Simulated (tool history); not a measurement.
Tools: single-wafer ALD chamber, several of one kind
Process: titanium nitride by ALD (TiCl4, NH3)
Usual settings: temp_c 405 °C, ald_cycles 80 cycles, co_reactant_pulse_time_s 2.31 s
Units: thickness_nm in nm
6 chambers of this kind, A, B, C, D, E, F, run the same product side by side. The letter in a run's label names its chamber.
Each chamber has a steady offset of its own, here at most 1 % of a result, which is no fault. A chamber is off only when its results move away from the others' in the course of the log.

| run | hour | temp_c | ald_cycles | co_reactant_pulse_time_s | read-back reference wafer on the same gauge, thickness_nm | thickness_nm |
|---|---|---|---|---|---|---|
| 1E | 5.3 | 405 | 80 | 2.31 | 1.8995 | 1.7882 |
| 2F | 8.6 | 405 | 80 | 2.31 | 1.8995 | 1.7710 |
| 3C | 11.9 | 405 | 80 | 2.31 | 1.8995 | 1.7668 |
| 4D | 17.4 | 405 | 80 | 2.31 | 1.8993 | 1.7697 |
| 5B | 21.7 | 405 | 80 | 2.31 | 1.8992 | 1.7625 |
| 6A | 25.8 | 405 | 80 | 2.31 | 1.8985 | 1.7735 |
| 7D | 28.6 | 405 | 80 | 2.31 | 1.8985 | 1.7677 |
| 8B | 31.5 | 405 | 80 | 2.31 | 1.8981 | 1.7607 |
| 9A | 35.9 | 405 | 80 | 2.31 | 1.8988 | 1.7697 |
| 10F | 39.4 | 405 | 80 | 2.31 | 1.8977 | 1.7682 |
| 11E | 43.7 | 405 | 80 | 2.31 | 1.8980 | 1.7869 |
| 12C | 46.7 | 405 | 80 | 2.31 | 1.8976 | 1.7656 |
| 13D | 49.4 | 405 | 80 | 2.31 | 1.8974 | 1.7639 |
| 14A | 51.9 | 416 | 80 | 2.31 | 1.8976 | 1.7792 |
| 15E | 55.3 | 416 | 80 | 2.31 | 1.8970 | 1.7906 |
| 16F | 59.1 | 416 | 80 | 2.31 | 1.8969 | 1.7712 |
| 17C | 63.8 | 416 | 80 | 2.31 | 1.8973 | 1.7717 |
| 18B | 66.8 | 416 | 80 | 2.31 | 1.8971 | 1.7606 |
| 19B | 72.5 | 416 | 80 | 2.31 | 1.8967 | 1.7618 |
| 20F | 76.2 | 405 | 80 | 2.31 | 1.8965 | 1.7685 |
| 21D | 79.1 | 405 | 80 | 2.31 | 1.8963 | 1.7629 |
| 22C | 83.3 | 399 | 80 | 2.31 | 1.8959 | 1.7625 |
| 23A | 87.2 | 399 | 80 | 2.31 | 1.8956 | 1.7664 |
| 24E | 90.4 | 399 | 80 | 2.31 | 1.8955 | 1.7746 |
| 25E | 94.6 | 399 | 80 | 2.31 | 1.8956 | 1.7799 |
| 26D | 97.3 | 399 | 80 | 2.31 | 1.8953 | 1.7607 |
| 27B | 102.6 | 399 | 80 | 2.31 | 1.8950 | 1.7484 |
| 28A | 106.8 | 405 | 80 | 2.31 | 1.8949 | 1.7684 |
| 29C | 112.2 | 405 | 80 | 2.31 | 1.8945 | 1.7659 |
| 30F | 117.3 | 405 | 80 | 2.31 | 1.8941 | 1.7655 |
| 31D | 122.8 | 405 | 80 | 2.31 | 1.8945 | 1.7590 |
| 32B | 128.2 | 398 | 80 | 2.87 | 1.8936 | 1.7669 |
| 33F | 132.7 | 398 | 80 | 2.87 | 1.8936 | 1.7747 |
| 34A | 136.3 | 398 | 80 | 2.87 | 1.8935 | 1.7752 |
| 35C | 139.8 | 398 | 80 | 2.87 | 1.8932 | 1.7735 |
| 36E | 143.3 | 398 | 80 | 2.87 | 1.8933 | 1.7847 |
| 37B | 147.4 | 398 | 80 | 2.87 | 1.8933 | 1.7643 |
| 38D | 152.6 | 405 | 80 | 2.31 | 1.8927 | 1.7580 |
| 39E | 156.5 | 405 | 80 | 2.31 | 1.8926 | 1.7777 |
| 40A | 161.8 | 405 | 80 | 2.31 | 1.8915 | 1.7685 |

What goes on in this fleet: one chamber off, a drifting gauge, or nothing beyond the chambers' own small offsets? Name the chamber and the cause, if any.

The gauge drifts, so all chambers seem to drift together. No chamber is off.
Cause: gauge reads low (%) = 0.423.
